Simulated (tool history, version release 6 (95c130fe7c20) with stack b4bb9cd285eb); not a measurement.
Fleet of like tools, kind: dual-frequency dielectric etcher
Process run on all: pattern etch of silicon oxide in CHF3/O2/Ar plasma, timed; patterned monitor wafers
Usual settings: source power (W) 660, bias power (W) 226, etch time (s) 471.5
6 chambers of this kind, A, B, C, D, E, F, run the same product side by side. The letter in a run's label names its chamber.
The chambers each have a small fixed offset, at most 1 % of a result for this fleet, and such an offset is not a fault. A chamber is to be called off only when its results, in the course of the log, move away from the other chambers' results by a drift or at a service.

| run | day | source power (W) | bias power (W) | etch time (s) | read-back reference wafer on the same gauge, depth_nm | mean etch depth across the wafer (Å) |
|---|---|---|---|---|---|---|
|  | 0.292 | chamber E: wet clean of the chamber |
| 1B | 0.333 | 660 | 226 | 471.5 | 1099.6 | 10407 |
| 2A | 0.654 | 660 | 226 | 471.5 | 1099.3 | 10408 |
| 3C | 0.904 | 660 | 226 | 471.5 | 1100.1 | 10474 |
| 4E | 1.242 | 660 | 226 | 471.5 | 1099.5 | 10472 |
| 5D | 1.458 | 660 | 226 | 471.5 | 1099 | 10476 |
| 6F | 1.775 | 660 | 226 | 471.5 | 1100.1 | 10537 |
| 7B | 2 | 660 | 226 | 471.5 | 1100.8 | 10360 |
|  | 2.379 | chamber F: wet clean of the chamber |
| 8D | 2.421 | 660 | 226 | 471.5 | 1100.6 | 10558 |
| 9E | 2.754 | 660 | 226 | 471.5 | 1099.7 | 10491 |
| 10C | 2.983 | 660 | 226 | 471.5 | 1099.8 | 10452 |
| 11A | 3.2 | 660 | 226 | 471.5 | 1100.6 | 10439 |
| 12F | 3.596 | 660 | 226 | 471.5 | 1100.2 | 10494 |
| 13E | 3.817 | 550 | 259 | 471.5 | 1099 | 10330 |
| 14F | 4.029 | 550 | 259 | 471.5 | 1100.4 | 10311 |
|  | 4.296 | chamber D: wet clean of the chamber |
| 15D | 4.458 | 550 | 259 | 471.5 | 1100.5 | 10197 |
| 16B | 4.788 | 550 | 259 | 471.5 | 1099.8 | 10072 |
| 17A | 4.988 | 550 | 259 | 471.5 | 1099.9 | 10206 |
| 18C | 5.25 | 550 | 259 | 471.5 | 1100.9 | 10246 |
| 19D | 5.458 | 660 | 226 | 471.5 | 1100.2 | 10395 |
| 20E | 5.758 | 660 | 226 | 471.5 | 1098.7 | 10454 |
| 21B | 6.158 | 660 | 226 | 471.5 | 1100.2 | 10268 |
| 22A | 6.604 | 660 | 226 | 471.5 | 1100.3 | 10440 |
| 23C | 6.938 | 660 | 226 | 471.5 | 1100.4 | 10496 |
|  | 7.05 | chamber B: wet clean of the chamber |
| 24F | 7.321 | 780 | 226 | 381 | 1100.2 | 9046.8 |
|  | 7.542 | chamber A: wet clean of the chamber |
| 25D | 7.729 | 780 | 226 | 381 | 1100.5 | 9014.2 |
| 26B | 8.021 | 780 | 226 | 381 | 1100.1 | 8779.5 |
| 27E | 8.417 | 780 | 226 | 381 | 1099.6 | 9040.6 |
| 28F | 8.75 | 780 | 226 | 381 | 1100 | 9062 |
| 29A | 9.196 | 780 | 226 | 381 | 1099.6 | 8978.7 |
| 30C | 9.588 | 660 | 226 | 471.5 | 1099.8 | 10455 |
| 31D | 9.842 | 660 | 226 | 471.5 | 1100.6 | 10442 |
| 32F | 10.117 | 660 | 197 | 471.5 | 1100 | 10045 |
| 33B | 10.438 | 660 | 197 | 471.5 | 1099.5 | 9729.8 |
| 34A | 10.879 | 660 | 197 | 471.5 | 1100.4 | 9902.5 |
| 35E | 11.2 | 660 | 197 | 471.5 | 1100.1 | 10037 |
| 36C | 11.462 | 660 | 197 | 471.5 | 1100.4 | 9985 |
| 37B | 11.688 | 660 | 197 | 471.5 | 1099.7 | 9674.3 |

Is one chamber off against the others, does the gauge drift, or is nothing wrong? If a chamber is off, say which, and what the likeliest cause is.

Chamber B drifts away from the others.
Most likely cause: source power that arrives under what is set, % = 5.02.
With only this log, it may be confused with: bias power that arrives under what is set, %.

Here are 4 candidates for chamber B's next run, each the usual settings with a change, their results left as question marks. Which one brings its results back in line with what the others give on the usual settings?
In line means no further than this from the other chambers' mean on the usual settings: mean etch depth across the wafer (Å) 100
| 38B-1 | 12.008 | 660 | 225 | 458.5 |  | ? |
| 38B-2 | 12.008 | 660 | 228 | 485.5 |  | ? |
| 38B-3 | 12.008 | 660 | 236 | 471.5 |  | ? |
| 38B-4 | 12.008 | 660 | 226 | 464.5 |  | ? |

The mean the other chambers reach with the usual settings: mean etch depth across the wafer (Å) 10474
| run | mean etch depth across the wafer (Å) |
|---|---|
| 38B-1 | 9853.4 |
| 38B-2 | 10482 |
| 38B-3 | 10302 |
| 38B-4 | 9997.7 |
Change 38B-2 lands the chamber within the allowed miss of the other chambers.
